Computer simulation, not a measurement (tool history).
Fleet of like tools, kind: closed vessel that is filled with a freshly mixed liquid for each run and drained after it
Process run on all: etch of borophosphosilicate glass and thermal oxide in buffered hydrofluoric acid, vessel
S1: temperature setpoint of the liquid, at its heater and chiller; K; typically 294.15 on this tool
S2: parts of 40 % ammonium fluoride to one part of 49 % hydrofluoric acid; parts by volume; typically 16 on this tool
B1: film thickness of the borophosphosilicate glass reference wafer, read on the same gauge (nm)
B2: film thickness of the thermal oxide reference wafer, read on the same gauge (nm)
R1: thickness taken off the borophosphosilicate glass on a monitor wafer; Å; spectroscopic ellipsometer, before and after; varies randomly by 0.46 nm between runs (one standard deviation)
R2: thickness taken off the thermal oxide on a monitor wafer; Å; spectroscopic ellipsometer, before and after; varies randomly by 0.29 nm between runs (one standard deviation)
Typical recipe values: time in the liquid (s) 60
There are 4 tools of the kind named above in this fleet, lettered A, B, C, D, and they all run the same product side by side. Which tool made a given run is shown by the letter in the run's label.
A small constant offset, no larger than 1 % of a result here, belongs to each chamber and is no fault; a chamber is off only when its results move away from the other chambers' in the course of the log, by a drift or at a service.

{"run": "1B", "hour": 5.7, "S1": 294.15, "S2": 16, "time in the liquid (s)": 60, "B1": 150.0, "B2": 30.003, "R1": 672.87, "R2": 392.37}
{"run": "2C", "hour": 10.6, "S1": 294.15, "S2": 16, "time in the liquid (s)": 60, "B1": 150.0, "B2": 30.009, "R1": 673.3, "R2": 385.81}
{"run": "3D", "hour": 15.2, "S1": 294.15, "S2": 16, "time in the liquid (s)": 60, "B1": 149.98, "B2": 30.0, "R1": 657.2, "R2": 387.76}
{"run": "4A", "hour": 20.6, "S1": 294.15, "S2": 16, "time in the liquid (s)": 60, "B1": 150.0, "B2": 29.976, "R1": 670.8, "R2": 384.68}
{"run": "5B", "hour": 23.4, "S1": 294.15, "S2": 16, "time in the liquid (s)": 60, "B1": 150.02, "B2": 29.995, "R1": 667.83, "R2": 392.47}
{"run": "6C", "hour": 28.3, "S1": 294.15, "S2": 16, "time in the liquid (s)": 60, "B1": 150.03, "B2": 29.976, "R1": 661.09, "R2": 387.61}
{"run": "7D", "hour": 33.0, "S1": 294.15, "S2": 16, "time in the liquid (s)": 60, "B1": 149.98, "B2": 29.99, "R1": 662.97, "R2": 386.05}
{"run": "8A", "hour": 37.7, "S1": 294.15, "S2": 16, "time in the liquid (s)": 60, "B1": 150.01, "B2": 29.969, "R1": 659.44, "R2": 381.89}
{"run": "9B", "hour": 40.8, "S1": 294.15, "S2": 16, "time in the liquid (s)": 60, "B1": 149.97, "B2": 30.016, "R1": 657.21, "R2": 392.3}
{"run": "10C", "hour": 44.9, "S1": 294.15, "S2": 16, "time in the liquid (s)": 60, "B1": 150.01, "B2": 29.991, "R1": 677.55, "R2": 384.61}
{"run": "11A", "hour": 50.1, "S1": 294.15, "S2": 16, "time in the liquid (s)": 75, "B1": 149.98, "B2": 29.979, "R1": 826.58, "R2": 484.1}
{"run": "12D", "hour": 56.0, "S1": 294.15, "S2": 16, "time in the liquid (s)": 75, "B1": 149.99, "B2": 30.017, "R1": 839.89, "R2": 477.5}
{"run": "13C", "hour": 61.8, "S1": 294.15, "S2": 16, "time in the liquid (s)": 75, "B1": 150.02, "B2": 29.974, "R1": 826.78, "R2": 480.82}
{"run": "14A", "hour": 67.1, "S1": 294.15, "S2": 16, "time in the liquid (s)": 75, "B1": 150.01, "B2": 29.985, "R1": 831.03, "R2": 482.0}
{"run": "15B", "hour": 72.1, "S1": 294.15, "S2": 16, "time in the liquid (s)": 60, "B1": 149.99, "B2": 30.009, "R1": 661.23, "R2": 388.2}
{"run": "16D", "hour": 75.4, "S1": 294.15, "S2": 16, "time in the liquid (s)": 60, "B1": 150.02, "B2": 30.013, "R1": 667.67, "R2": 392.46}
{"run": "17B", "hour": 78.4, "S1": 294.15, "S2": 16, "time in the liquid (s)": 70, "B1": 150.01, "B2": 29.966, "R1": 770.6, "R2": 456.02}
{"run": "18D", "hour": 82.6, "S1": 294.15, "S2": 16, "time in the liquid (s)": 70, "B1": 149.96, "B2": 30.024, "R1": 777.36, "R2": 447.28}
{"run": "19A", "hour": 88.5, "S1": 294.15, "S2": 16, "time in the liquid (s)": 70, "B1": 149.99, "B2": 30.011, "R1": 775.81, "R2": 440.3}
{"run": "20C", "hour": 93.1, "S1": 294.15, "S2": 16, "time in the liquid (s)": 70, "B1": 149.98, "B2": 29.987, "R1": 790.07, "R2": 451.32}
{"run": "21A", "hour": 96.7, "S1": 294.15, "S2": 21, "time in the liquid (s)": 60, "B1": 150.02, "B2": 29.992, "R1": 515.1, "R2": 300.31}
{"run": "22B", "hour": 102.6, "S1": 294.15, "S2": 21, "time in the liquid (s)": 60, "B1": 150.02, "B2": 29.997, "R1": 509.61, "R2": 303.61}
{"run": "23C", "hour": 108.6, "S1": 294.15, "S2": 21, "time in the liquid (s)": 60, "B1": 150.0, "B2": 29.963, "R1": 518.06, "R2": 297.51}
{"run": "24D", "hour": 111.2, "S1": 294.15, "S2": 21, "time in the liquid (s)": 60, "B1": 149.98, "B2": 29.999, "R1": 516.84, "R2": 304.75}
{"run": "25A", "hour": 116.2, "S1": 294.15, "S2": 16, "time in the liquid (s)": 60, "B1": 149.99, "B2": 29.99, "R1": 666.84, "R2": 386.07}
{"run": "26C", "hour": 120.9, "S1": 294.15, "S2": 16, "time in the liquid (s)": 60, "B1": 149.97, "B2": 30.011, "R1": 665.03, "R2": 381.36}

Predict what each chamber gives when all 4 of them run the settings below next.
{"run": "27A", "hour": 125.2, "S1": 294.15, "S2": 16, "time in the liquid (s)": 60, "R1": "?", "R2": "?"}
{"run": "27B", "hour": 125.2, "S1": 294.15, "S2": 16, "time in the liquid (s)": 60, "R1": "?", "R2": "?"}
{"run": "27C", "hour": 125.2, "S1": 294.15, "S2": 16, "time in the liquid (s)": 60, "R1": "?", "R2": "?"}
{"run": "27D", "hour": 125.2, "S1": 294.15, "S2": 16, "time in the liquid (s)": 60, "R1": "?", "R2": "?"}

run=27A R1=662.33 R2=388.96
run=27B R1=657.24 R2=390.13
run=27C R1=666.08 R2=378.27
run=27D R1=670.39 R2=386.57
